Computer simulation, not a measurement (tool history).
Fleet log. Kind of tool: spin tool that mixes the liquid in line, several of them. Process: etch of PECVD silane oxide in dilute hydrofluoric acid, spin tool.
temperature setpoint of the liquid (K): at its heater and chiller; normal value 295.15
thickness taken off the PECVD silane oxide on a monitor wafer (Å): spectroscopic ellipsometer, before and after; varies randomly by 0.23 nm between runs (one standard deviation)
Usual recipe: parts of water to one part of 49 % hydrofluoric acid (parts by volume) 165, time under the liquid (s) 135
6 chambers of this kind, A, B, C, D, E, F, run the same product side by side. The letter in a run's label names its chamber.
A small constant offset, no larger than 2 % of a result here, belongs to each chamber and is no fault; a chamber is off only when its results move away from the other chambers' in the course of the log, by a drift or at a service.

run     day  temperature setpoint of the liquid (K)  parts of water to one part of 49 % hydrofluoric acid (parts by volume)  time under the liquid (s)  read-back film thickness of the PECVD silane oxide reference wafer, read on the same gauge (nm)  thickness taken off the PECVD silane oxide on a monitor wafer (Å)
 1B    0.35                                  295.15                                                                     165                        135                                                                                           90.015                                                             309.28
 2E   0.783                                  295.15                                                                     165                        135                                                                                           89.991                                                             310.24
 3D   1.154                                  295.15                                                                     165                        135                                                                                           90.005                                                             305.89
 4C   1.521                                  295.15                                                                     165                        135                                                                                           90.016                                                              307.5
 5A   1.779                                  295.15                                                                     165                        135                                                                                           89.958                                                                305
 6F   2.038                                  295.15                                                                     165                         65                                                                                           90.039                                                             147.27
 7C   2.442                                  295.15                                                                     165                         65                                                                                           89.988                                                             147.65
 8F     2.9                                  295.15                                                                     165                         65                                                                                           90.002                                                              148.4
 9E   3.317                                  295.15                                                                     165                         65                                                                                           89.973                                                             151.07
10A   3.625                                  295.15                                                                     165                         65                                                                                           89.971                                                             146.74
      3.817  -- chamber F: hydrofluoric acid flow meter replaced
11B   4.046                                  295.15                                                                     165                         65                                                                                           89.986                                                             148.39
12D   4.288                                  295.15                                                                     165                        135                                                                                           89.978                                                             307.94
13D   4.704                                  295.15                                                                     165                        135                                                                                           90.015                                                             303.98
14A   5.033                                  295.15                                                                      90                        135                                                                                           90.018                                                             605.89
15F   5.358                                  295.15                                                                      90                        135                                                                                           89.998                                                                604
16B   5.788                                  295.15                                                                      90                        135                                                                                            89.97                                                             610.69
17E   6.208                                  295.15                                                                      90                        135                                                                                           89.999                                                             618.23
18C   6.617                                  295.15                                                                      90                        135                                                                                           89.981                                                             611.22
19A   6.888                                  295.15                                                                      90                        135                                                                                            90.02                                                             606.55
20E   7.388                                  295.15                                                                     165                        135                                                                                           90.026                                                             318.29
21B   7.896                                  291.15                                                                     240                        135                                                                                           89.983                                                             169.28
22D   8.125                                  291.15                                                                     240                        135                                                                                           89.983                                                             167.71
23F   8.546                                  291.15                                                                     240                        135                                                                                           89.986                                                             165.97
24C   8.975                                  291.15                                                                     240                        135                                                                                           90.014                                                             170.21
25B   9.371                                  291.15                                                                     240                        135                                                                                               90                                                             168.84
26E   9.796                                  291.15                                                                     240                        135                                                                                           89.991                                                             179.61
27D  10.046                                  295.15                                                                     165                        135                                                                                            89.99                                                             306.82
28C  10.471                                  295.15                                                                     165                        135                                                                                           89.947                                                             305.74
29F    10.9                                  295.15                                                                     165                        135                                                                                           89.983                                                             307.81
30A  11.254                                  295.15                                                                     165                        135                                                                                           89.996                                                             304.98
     11.546  -- chamber F: thermometer replaced
31C  11.646                                  295.15                                                                     210                        100                                                                                           89.992                                                             170.03
32E  12.104                                  295.15                                                                     210                        100                                                                                            90.03                                                             182.78
33B  12.525                                  295.15                                                                     210                        100                                                                                           89.981                                                             170.82
34D  12.829                                  295.15                                                                     210                        100                                                                                           89.994                                                             170.31
35A  13.275                                  295.15                                                                     210                        100                                                                                           89.995                                                             169.27
36F  13.512                                  295.15                                                                     210                        100                                                                                           90.014                                                             170.78
37C  13.833                                  295.15                                                                     165                        135                                                                                           90.023                                                             308.02
38B  14.067                                  295.15                                                                     165                        135                                                                                           89.962                                                             306.99

Is one chamber out of step, is the gauge drifting, or do the chambers differ by no more than their own small offsets? For an off chamber, give its letter and the likeliest cause.

One chamber, E, drifts off from the rest bit by bit.
What lies behind it: hydrofluoric acid flow above the setpoint (%) = 6.08.
With only this log, it may be confused with: liquid hotter than its thermometer reads (K).

Chamber E could run next with any of the 4 candidate recipes listed below; each alters the usual settings, and their results appear as question marks. Which one brings its results back in line with what the other chambers deliver on the usual settings?
In-line tolerance around the mean of the other chambers on the usual settings: thickness taken off the PECVD silane oxide on a monitor wafer (Å) 7.9
39E-1  14.442                                  295.15                                                                     170                        130                                                                                                                                                                   ?
39E-2  14.442                                  295.15                                                                     160                        135                                                                                                                                                                   ?
39E-3  14.442                                  294.15                                                                     165                        135                                                                                                                                                                   ?
39E-4  14.442                                  295.15                                                                     160                        140                                                                                                                                                                   ?

What the other chambers average on the usual settings: thickness taken off the PECVD silane oxide on a monitor wafer (Å) 306.24
  run  thickness taken off the PECVD silane oxide on a monitor wafer (Å)
39E-1                                                             306.45
39E-2                                                             341.22
39E-3                                                             316.88
39E-4                                                             353.86
39E-1 puts the chamber back in line with the other chambers.

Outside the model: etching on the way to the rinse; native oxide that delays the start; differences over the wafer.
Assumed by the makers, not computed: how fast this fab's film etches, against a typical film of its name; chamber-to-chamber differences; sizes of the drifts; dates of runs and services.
